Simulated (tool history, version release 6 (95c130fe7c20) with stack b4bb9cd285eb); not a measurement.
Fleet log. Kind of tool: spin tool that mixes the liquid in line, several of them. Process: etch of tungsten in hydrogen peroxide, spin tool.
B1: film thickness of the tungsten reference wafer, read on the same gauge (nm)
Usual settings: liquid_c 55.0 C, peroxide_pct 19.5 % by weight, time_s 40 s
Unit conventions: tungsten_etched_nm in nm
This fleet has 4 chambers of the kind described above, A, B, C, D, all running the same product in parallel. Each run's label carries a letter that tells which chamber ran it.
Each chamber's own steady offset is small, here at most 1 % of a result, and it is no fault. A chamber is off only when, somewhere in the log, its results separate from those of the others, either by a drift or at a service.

Run 1A, hour 5.2: usual settings; B1 50.003. Result: tungsten_etched_nm 49.884 nm.
Run 2B, hour 11.3: usual settings; B1 49.958. Result: tungsten_etched_nm 49.471 nm.
Run 3C, hour 16.3: usual settings; B1 49.980. Result: tungsten_etched_nm 49.692 nm.
At hour 19.7: chamber C: heated supply line repaired.
Run 4D, hour 21.0: usual settings; B1 49.975. Result: tungsten_etched_nm 49.944 nm.
Run 5C, hour 25.7: usual settings; B1 50.036. Result: tungsten_etched_nm 50.012 nm.
Run 6D, hour 32.0: usual settings; B1 50.028. Result: tungsten_etched_nm 50.135 nm.
Run 7A, hour 38.0: usual settings; B1 50.018. Result: tungsten_etched_nm 49.502 nm.
Run 8B, hour 42.3: usual settings but peroxide_pct 16.5 % by weight; B1 50.001. Result: tungsten_etched_nm 45.591 nm.
Run 9A, hour 46.2: usual settings but peroxide_pct 16.5 % by weight; B1 49.996. Result: tungsten_etched_nm 45.606 nm.
Run 10C, hour 52.5: usual settings but peroxide_pct 16.5 % by weight; B1 50.035. Result: tungsten_etched_nm 45.634 nm.
Run 11B, hour 59.8: usual settings but peroxide_pct 16.5 % by weight; B1 50.042. Result: tungsten_etched_nm 45.684 nm.
Run 12D, hour 65.5: usual settings; B1 50.040. Result: tungsten_etched_nm 50.401 nm.
At hour 65.8: chamber B: new drum of peroxide connected.
Run 13C, hour 72.0: usual settings; B1 49.996. Result: tungsten_etched_nm 49.743 nm.
Run 14D, hour 77.0: usual settings but liquid_c 62.5 C, peroxide_pct 25.5 % by weight; B1 49.966. Result: tungsten_etched_nm 88.230 nm.
Run 15A, hour 84.3: usual settings but liquid_c 62.5 C, peroxide_pct 25.5 % by weight; B1 49.985. Result: tungsten_etched_nm 87.727 nm.
Run 16B, hour 88.1: usual settings but liquid_c 62.5 C, peroxide_pct 25.5 % by weight; B1 49.983. Result: tungsten_etched_nm 88.103 nm.
Run 17D, hour 93.9: usual settings but liquid_c 62.5 C, peroxide_pct 25.5 % by weight; B1 50.041. Result: tungsten_etched_nm 87.986 nm.
Run 18B, hour 98.4: usual settings; B1 50.001. Result: tungsten_etched_nm 49.667 nm.
Run 19C, hour 103.9: usual settings; B1 49.983. Result: tungsten_etched_nm 49.883 nm.
Run 20A, hour 107.7: usual settings; B1 50.013. Result: tungsten_etched_nm 49.958 nm.
Run 21C, hour 112.9: usual settings but peroxide_pct 15.0 % by weight, time_s 50 s; B1 50.044. Result: tungsten_etched_nm 54.653 nm.
Run 22D, hour 119.5: usual settings but peroxide_pct 15.0 % by weight, time_s 50 s; B1 49.984. Result: tungsten_etched_nm 55.184 nm.
Run 23B, hour 124.1: usual settings but peroxide_pct 15.0 % by weight, time_s 50 s; B1 50.004. Result: tungsten_etched_nm 54.232 nm.
Run 24A, hour 129.8: usual settings but peroxide_pct 15.0 % by weight, time_s 50 s; B1 50.023. Result: tungsten_etched_nm 54.716 nm.
Run 25A, hour 133.7: usual settings but time_s 60 s; B1 49.974. Result: tungsten_etched_nm 74.649 nm.
At hour 137.3: chamber A: peroxide flow meter replaced.
Run 26B, hour 141.0: usual settings but time_s 60 s; B1 49.990. Result: tungsten_etched_nm 74.043 nm.
Run 27D, hour 144.9: usual settings but time_s 60 s; B1 49.952. Result: tungsten_etched_nm 75.143 nm.
Run 28C, hour 149.0: usual settings but time_s 60 s; B1 49.947. Result: tungsten_etched_nm 74.722 nm.
Run 29B, hour 154.3: usual settings; B1 49.959. Result: tungsten_etched_nm 49.345 nm.
Run 30A, hour 160.3: usual settings; B1 49.985. Result: tungsten_etched_nm 49.762 nm.
Run 31D, hour 164.6: usual settings; B1 49.980. Result: tungsten_etched_nm 50.126 nm.
Run 32C, hour 171.4: usual settings; B1 50.023. Result: tungsten_etched_nm 49.833 nm.
Run 33C, hour 175.6: usual settings; B1 49.976. Result: tungsten_etched_nm 49.973 nm.
Run 34B, hour 181.8: usual settings; B1 49.938. Result: tungsten_etched_nm 49.543 nm.
Run 35A, hour 185.8: usual settings; B1 50.009. Result: tungsten_etched_nm 49.737 nm.
Run 36D, hour 191.6: usual settings; B1 49.984. Result: tungsten_etched_nm 49.988 nm.
Run 37C, hour 196.3: usual settings; B1 50.002. Result: tungsten_etched_nm 49.962 nm.
Run 38B, hour 202.6: usual settings; B1 50.015. Result: tungsten_etched_nm 49.549 nm.
Run 39A, hour 208.2: usual settings but liquid_c 50.5 C, peroxide_pct 24.0 % by weight; B1 50.025. Result: tungsten_etched_nm 41.848 nm.
Run 40D, hour 212.9: usual settings but liquid_c 50.5 C, peroxide_pct 24.0 % by weight; B1 50.053. Result: tungsten_etched_nm 42.855 nm.

Predict what each chamber gives when all 4 of them run the settings below next.
Run 41A, hour 218.5: usual settings. Result: tungsten_etched_nm ?.
Run 41B, hour 218.5: usual settings. Result: tungsten_etched_nm ?.
Run 41C, hour 218.5: usual settings. Result: tungsten_etched_nm ?.
Run 41D, hour 218.5: usual settings. Result: tungsten_etched_nm ?.

run  tungsten_etched_nm
41A              49.512
41B              49.350
41C              49.752
41D              50.330

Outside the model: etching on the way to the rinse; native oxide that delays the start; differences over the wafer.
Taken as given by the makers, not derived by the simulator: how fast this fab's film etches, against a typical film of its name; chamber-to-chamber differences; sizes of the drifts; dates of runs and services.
